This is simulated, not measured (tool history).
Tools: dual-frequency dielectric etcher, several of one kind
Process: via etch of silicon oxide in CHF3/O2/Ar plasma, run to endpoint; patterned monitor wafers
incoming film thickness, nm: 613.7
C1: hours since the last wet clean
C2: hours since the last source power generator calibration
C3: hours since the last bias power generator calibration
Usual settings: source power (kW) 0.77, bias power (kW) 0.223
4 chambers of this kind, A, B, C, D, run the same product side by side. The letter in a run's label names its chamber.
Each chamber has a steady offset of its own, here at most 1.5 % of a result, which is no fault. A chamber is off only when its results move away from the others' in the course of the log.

run 1A hour=3.7 | source_power_(kW)=0.77 bias_power_(kW)=0.223 | C1=553.2 C2=2621.3 C3=107.5 | endpoint_time_(s)=264.58
run 2C hour=8.7 | source_power_(kW)=0.77 bias_power_(kW)=0.223 | C1=393.4 C2=131.1 C3=2558.2 | endpoint_time_(s)=266.82
run 3D hour=12.1 | source_power_(kW)=0.77 bias_power_(kW)=0.223 | C1=527.1 C2=1031 C3=196.3 | endpoint_time_(s)=263.41
run 4B hour=16.1 | source_power_(kW)=0.77 bias_power_(kW)=0.223 | C1=118 C2=2212 C3=3406.5 | endpoint_time_(s)=263.07
run 5A hour=20 | source_power_(kW)=0.77 bias_power_(kW)=0.223 | C1=569.5 C2=2637.6 C3=123.8 | endpoint_time_(s)=262.89
run 6D hour=23.1 | source_power_(kW)=0.77 bias_power_(kW)=0.223 | C1=538.1 C2=1042 C3=207.3 | endpoint_time_(s)=262.3
-- hour=25.8 chamber A: wet clean of the chamber
run 7C hour=28 | source_power_(kW)=0.77 bias_power_(kW)=0.223 | C1=412.7 C2=150.4 C3=2577.5 | endpoint_time_(s)=266.81
run 8B hour=31.1 | source_power_(kW)=0.77 bias_power_(kW)=0.223 | C1=133 C2=2227 C3=3421.5 | endpoint_time_(s)=262.89
run 9C hour=35.3 | source_power_(kW)=0.94 bias_power_(kW)=0.223 | C1=420 C2=157.7 C3=2584.8 | endpoint_time_(s)=246.19
run 10D hour=38.5 | source_power_(kW)=0.94 bias_power_(kW)=0.223 | C1=553.5 C2=1057.4 C3=222.7 | endpoint_time_(s)=244.08
run 11B hour=43 | source_power_(kW)=0.94 bias_power_(kW)=0.223 | C1=144.9 C2=2238.9 C3=3433.4 | endpoint_time_(s)=243.23
run 12A hour=47 | source_power_(kW)=0.94 bias_power_(kW)=0.223 | C1=21.3 C2=2664.6 C3=150.8 | endpoint_time_(s)=244.18
run 13B hour=52.2 | source_power_(kW)=0.86 bias_power_(kW)=0.265 | C1=154.1 C2=2248.1 C3=3442.6 | endpoint_time_(s)=237.2
run 14D hour=57.2 | source_power_(kW)=0.86 bias_power_(kW)=0.265 | C1=572.2 C2=1076.1 C3=241.4 | endpoint_time_(s)=235.68
run 15C hour=61.9 | source_power_(kW)=0.86 bias_power_(kW)=0.265 | C1=446.6 C2=184.3 C3=2611.4 | endpoint_time_(s)=240.63
-- hour=63 chamber D: wet clean of the chamber
run 16A hour=66.8 | source_power_(kW)=0.86 bias_power_(kW)=0.265 | C1=41.1 C2=2684.4 C3=170.6 | endpoint_time_(s)=236.77
-- hour=70.8 chamber C: bias power generator calibrated
run 17D hour=71.6 | source_power_(kW)=0.77 bias_power_(kW)=0.223 | C1=8.7 C2=1090.5 C3=255.8 | endpoint_time_(s)=249.82
run 18B hour=74.1 | source_power_(kW)=0.77 bias_power_(kW)=0.26 | C1=176 C2=2270 C3=3464.5 | endpoint_time_(s)=248.26
run 19A hour=78.5 | source_power_(kW)=0.77 bias_power_(kW)=0.26 | C1=52.8 C2=2696.1 C3=182.3 | endpoint_time_(s)=247.68
run 20C hour=80.9 | source_power_(kW)=0.77 bias_power_(kW)=0.26 | C1=465.6 C2=203.3 C3=10.1 | endpoint_time_(s)=251.41
run 21D hour=85.6 | source_power_(kW)=0.77 bias_power_(kW)=0.26 | C1=22.7 C2=1104.5 C3=269.8 | endpoint_time_(s)=237.26
run 22A hour=88.7 | source_power_(kW)=0.59 bias_power_(kW)=0.2 | C1=63 C2=2706.3 C3=192.5 | endpoint_time_(s)=301.71
run 23B hour=92.7 | source_power_(kW)=0.59 bias_power_(kW)=0.2 | C1=194.6 C2=2288.6 C3=3483.1 | endpoint_time_(s)=303.27
run 24C hour=95.1 | source_power_(kW)=0.59 bias_power_(kW)=0.2 | C1=479.8 C2=217.5 C3=24.3 | endpoint_time_(s)=305.66
run 25A hour=99.4 | source_power_(kW)=0.59 bias_power_(kW)=0.2 | C1=73.7 C2=2717 C3=203.2 | endpoint_time_(s)=302.72
run 26C hour=103.2 | source_power_(kW)=0.77 bias_power_(kW)=0.223 | C1=487.9 C2=225.6 C3=32.4 | endpoint_time_(s)=266.83
run 27D hour=106 | source_power_(kW)=0.77 bias_power_(kW)=0.223 | C1=43.1 C2=1124.9 C3=290.2 | endpoint_time_(s)=250.51
run 28B hour=109.3 | source_power_(kW)=0.77 bias_power_(kW)=0.223 | C1=211.2 C2=2305.2 C3=3499.7 | endpoint_time_(s)=263.63
run 29B hour=113.4 | source_power_(kW)=0.77 bias_power_(kW)=0.223 | C1=215.3 C2=2309.3 C3=3503.8 | endpoint_time_(s)=264.05
run 30A hour=115.9 | source_power_(kW)=0.77 bias_power_(kW)=0.223 | C1=90.2 C2=2733.5 C3=219.7 | endpoint_time_(s)=262.5
run 31D hour=119.7 | source_power_(kW)=0.77 bias_power_(kW)=0.223 | C1=56.8 C2=1138.6 C3=303.9 | endpoint_time_(s)=252.5
run 32C hour=124 | source_power_(kW)=0.77 bias_power_(kW)=0.223 | C1=508.7 C2=246.4 C3=53.2 | endpoint_time_(s)=267.6
run 33C hour=127.7 | source_power_(kW)=0.77 bias_power_(kW)=0.223 | C1=512.4 C2=250.1 C3=56.9 | endpoint_time_(s)=267.73
run 34D hour=132.1 | source_power_(kW)=0.77 bias_power_(kW)=0.223 | C1=69.2 C2=1151 C3=316.3 | endpoint_time_(s)=252.52
run 35B hour=134.9 | source_power_(kW)=0.77 bias_power_(kW)=0.223 | C1=236.8 C2=2330.8 C3=3525.3 | endpoint_time_(s)=261.62
run 36A hour=137.6 | source_power_(kW)=0.77 bias_power_(kW)=0.223 | C1=111.9 C2=2755.2 C3=241.4 | endpoint_time_(s)=262.48

What goes on in this fleet: one chamber off, a drifting gauge, or nothing beyond the chambers' own small offsets? Name the chamber and the cause, if any.

A service left chamber D off against the others.
Cause: etch rate over this chamber's usual, % = 4.8.

Here are 4 candidates for chamber D's next run, each the usual settings with a change, their results left as question marks. Which one brings its results back in line with what the others give on the usual settings?
In line means no further than this from the other chambers' mean on the usual settings: endpoint time (s) 3.9
run 37D-1 hour=141.5 | source_power_(kW)=0.77 bias_power_(kW)=0.238 | endpoint_time_(s)=?
run 37D-2 hour=141.5 | source_power_(kW)=0.72 bias_power_(kW)=0.223 | endpoint_time_(s)=?
run 37D-3 hour=141.5 | source_power_(kW)=0.72 bias_power_(kW)=0.208 | endpoint_time_(s)=?
run 37D-4 hour=141.5 | source_power_(kW)=0.87 bias_power_(kW)=0.223 | endpoint_time_(s)=?

The other chambers' mean on the usual settings: endpoint time (s) 263.82
run=37D-1 endpoint_time_(s)=244.84
run=37D-2 endpoint_time_(s)=256.93
run=37D-3 endpoint_time_(s)=263.25
run=37D-4 endpoint_time_(s)=239.21
37D-3 brings the chamber back in line.
